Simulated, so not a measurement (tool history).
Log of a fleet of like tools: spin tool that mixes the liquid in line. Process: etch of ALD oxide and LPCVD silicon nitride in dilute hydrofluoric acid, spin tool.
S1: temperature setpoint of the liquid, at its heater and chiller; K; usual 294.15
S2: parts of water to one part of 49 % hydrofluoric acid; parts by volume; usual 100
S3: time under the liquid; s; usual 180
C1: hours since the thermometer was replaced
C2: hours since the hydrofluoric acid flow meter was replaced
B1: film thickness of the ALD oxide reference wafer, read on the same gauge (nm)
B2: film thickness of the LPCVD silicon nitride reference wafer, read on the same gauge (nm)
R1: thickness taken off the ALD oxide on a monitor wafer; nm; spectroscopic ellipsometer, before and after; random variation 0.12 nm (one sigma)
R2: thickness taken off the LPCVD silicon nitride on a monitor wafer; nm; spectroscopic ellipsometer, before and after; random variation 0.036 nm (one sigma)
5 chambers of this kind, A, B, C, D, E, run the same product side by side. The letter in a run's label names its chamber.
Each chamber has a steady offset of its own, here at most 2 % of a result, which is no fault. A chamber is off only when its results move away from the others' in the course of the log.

| run | day | S1 | S2 | S3 | C1 | C2 | B1 | B2 | R1 | R2 |
|---|---|---|---|---|---|---|---|---|---|---|
| 1C | 0.308 | 294.15 | 100 | 180 | 9 | 1387.8 | 69.996 | 39.995 | 18.091 | 0.81237 |
| 2B | 0.762 | 294.15 | 100 | 180 | 1157 | 1067.6 | 70.005 | 39.965 | 17.979 | 0.75858 |
| 3D | 1.121 | 294.15 | 100 | 180 | 659.2 | 594.6 | 69.98 | 40.014 | 18.458 | 0.72365 |
| 4E | 1.675 | 294.15 | 100 | 180 | 547.9 | 248 | 70.018 | 40.003 | 18.127 | 0.69184 |
| 5A | 2.104 | 294.15 | 100 | 180 | 373.5 | 648 | 69.991 | 39.978 | 18.071 | 0.7939 |
| 6C | 2.442 | 294.15 | 100 | 180 | 60.2 | 1439 | 70.007 | 39.97 | 18.035 | 0.80192 |
| 7E | 2.762 | 294.15 | 100 | 180 | 574 | 274.1 | 69.987 | 40.011 | 18.169 | 0.74386 |
| 8D | 3.038 | 294.15 | 100 | 180 | 705.2 | 640.6 | 70.008 | 39.997 | 18.164 | 0.73156 |
| 9B | 3.329 | 294.15 | 100 | 180 | 1218.6 | 1129.2 | 69.961 | 39.995 | 18.112 | 0.76113 |
| 10A | 3.708 | 298.65 | 100 | 180 | 412 | 686.5 | 69.991 | 40.005 | 21.925 | 0.89824 |
| 11B | 4.179 | 298.65 | 100 | 180 | 1239 | 1149.6 | 69.975 | 39.992 | 21.729 | 1.0088 |
| 12E | 4.562 | 298.65 | 100 | 180 | 617.2 | 317.3 | 69.999 | 40.029 | 21.822 | 1.0732 |
| 13D | 4.938 | 298.65 | 100 | 180 | 750.8 | 686.2 | 70.013 | 40.025 | 21.957 | 0.97121 |
| 14A | 5.233 | 298.65 | 100 | 180 | 448.6 | 723.1 | 70.012 | 40.022 | 21.788 | 0.98593 |
| 15C | 5.592 | 294.15 | 100 | 180 | 135.8 | 1514.6 | 70.016 | 39.978 | 17.971 | 0.77401 |
| 16B | 6.108 | 294.15 | 100 | 180 | 1285.3 | 1195.9 | 69.996 | 39.991 | 17.903 | 0.72158 |
| 17C | 6.433 | 294.15 | 100 | 180 | 156 | 1534.8 | 69.996 | 40.026 | 17.985 | 0.69065 |
| 18A | 6.746 | 294.15 | 100 | 180 | 484.9 | 759.4 | 69.989 | 40.039 | 18.248 | 0.77092 |
| 19D | 7.146 | 294.15 | 100 | 180 | 803.8 | 739.2 | 69.99 | 39.987 | 18.207 | 0.72046 |
| 20E | 7.454 | 294.15 | 100 | 85 | 686.6 | 386.7 | 69.995 | 39.983 | 8.5316 | 0.36139 |
| 21E | 7.904 | 294.15 | 100 | 85 | 697.4 | 397.5 | 70.022 | 40.003 | 8.6552 | 0.33876 |
| 22D | 8.171 | 294.15 | 100 | 85 | 828.4 | 763.8 | 70.006 | 40.016 | 8.7421 | 0.37184 |
|  | 8.375 | chamber E: hydrofluoric acid flow meter replaced |
| 23A | 8.571 | 294.15 | 100 | 85 | 528.7 | 803.2 | 70.01 | 40.016 | 8.7256 | 0.34394 |
| 24C | 8.95 | 294.15 | 100 | 85 | 216.4 | 1595.2 | 70.029 | 40.017 | 8.5006 | 0.33916 |
| 25B | 9.425 | 294.15 | 100 | 180 | 1364.9 | 1275.5 | 69.992 | 39.979 | 18.313 | 0.74915 |
| 26C | 9.738 | 294.15 | 100 | 180 | 235.3 | 1614.1 | 69.992 | 40.048 | 17.981 | 0.6577 |
|  | 9.9 | chamber C: hydrofluoric acid flow meter replaced |
| 27A | 10.312 | 294.15 | 140 | 105 | 570.5 | 845 | 70.023 | 40.032 | 7.216 | 0.29928 |
| 28D | 10.579 | 294.15 | 140 | 105 | 886.2 | 821.6 | 69.99 | 39.988 | 7.3144 | 0.33039 |
| 29E | 10.858 | 294.15 | 140 | 105 | 768.3 | 59.6 | 69.984 | 40.053 | 7.3285 | 0.31829 |
| 30B | 11.225 | 294.15 | 140 | 105 | 1408.1 | 1318.7 | 70.01 | 39.996 | 7.3515 | 0.31444 |
| 31A | 11.708 | 294.15 | 140 | 105 | 604 | 878.5 | 69.999 | 40.059 | 7.2205 | 0.33624 |
| 32E | 12.133 | 294.15 | 100 | 180 | 798.9 | 90.2 | 69.976 | 40.001 | 18.087 | 0.71445 |
| 33D | 12.562 | 297.65 | 60 | 180 | 933.8 | 869.2 | 70.005 | 39.984 | 36.68 | 1.5084 |
| 34C | 12.85 | 297.65 | 60 | 180 | 310 | 70.8 | 70.011 | 39.989 | 36.375 | 1.4631 |
| 35B | 13.142 | 297.65 | 60 | 180 | 1454.1 | 1364.7 | 70.02 | 39.973 | 38.214 | 1.5583 |
| 36D | 13.625 | 297.65 | 60 | 180 | 959.3 | 894.7 | 70.024 | 39.982 | 37.169 | 1.513 |
| 37A | 13.9 | 297.65 | 60 | 180 | 656.6 | 931.1 | 69.968 | 40.016 | 37.32 | 1.6084 |
| 38E | 14.467 | 294.15 | 100 | 180 | 854.9 | 146.2 | 70.009 | 39.979 | 18.354 | 0.68136 |
| 39B | 14.938 | 294.15 | 100 | 180 | 1497.2 | 1407.8 | 69.986 | 39.992 | 19.354 | 0.82042 |
| 40C | 15.392 | 294.15 | 100 | 180 | 371 | 131.8 | 70.035 | 39.953 | 18.022 | 0.67839 |
| 41A | 15.779 | 294.15 | 100 | 180 | 701.7 | 976.2 | 69.991 | 40.001 | 18.402 | 0.76075 |
| 42B | 16.117 | 294.15 | 100 | 180 | 1525.5 | 1436.1 | 69.988 | 39.982 | 19.368 | 0.84794 |
| 43D | 16.642 | 294.15 | 100 | 180 | 1031.7 | 967.1 | 69.995 | 40.03 | 18.307 | 0.77033 |
| 44E | 16.892 | 294.15 | 100 | 180 | 913.1 | 204.4 | 69.997 | 39.974 | 18.036 | 0.81152 |

Is one chamber off against the others, does the gauge drift, or is nothing wrong? If a chamber is off, say which, and what the likeliest cause is.

Chamber B drifts away from the others.
Cause: liquid hotter than its thermometer reads (K) = 2.16.

Here are 4 candidates for chamber B's next run, each the usual settings with a change, their results left as question marks. Which one brings its results back in line with what the others give on the usual settings?
In line means no further than this from the other chambers' mean on the usual settings: R1 0.41 nm; R2 0.13 nm
| 45B-1 | 17.308 | 296.15 | 105 | 190 |  |  |  |  | ? | ? |
| 45B-2 | 17.308 | 297.65 | 110 | 200 |  |  |  |  | ? | ? |
| 45B-3 | 17.308 | 292.15 | 95 | 170 |  |  |  |  | ? | ? |
| 45B-4 | 17.308 | 290.65 | 90 | 160 |  |  |  |  | ? | ? |

The other chambers' mean on the usual settings: R1 18.237 nm; R2 0.74715 nm
| run | R1 | R2 |
|---|---|---|
| 45B-1 | 21.18 | 1.0002 |
| 45B-2 | 22.402 | 1.1073 |
| 45B-3 | 18.072 | 0.75699 |
| 45B-4 | 16.978 | 0.67806 |
45B-3 brings the chamber back in line.
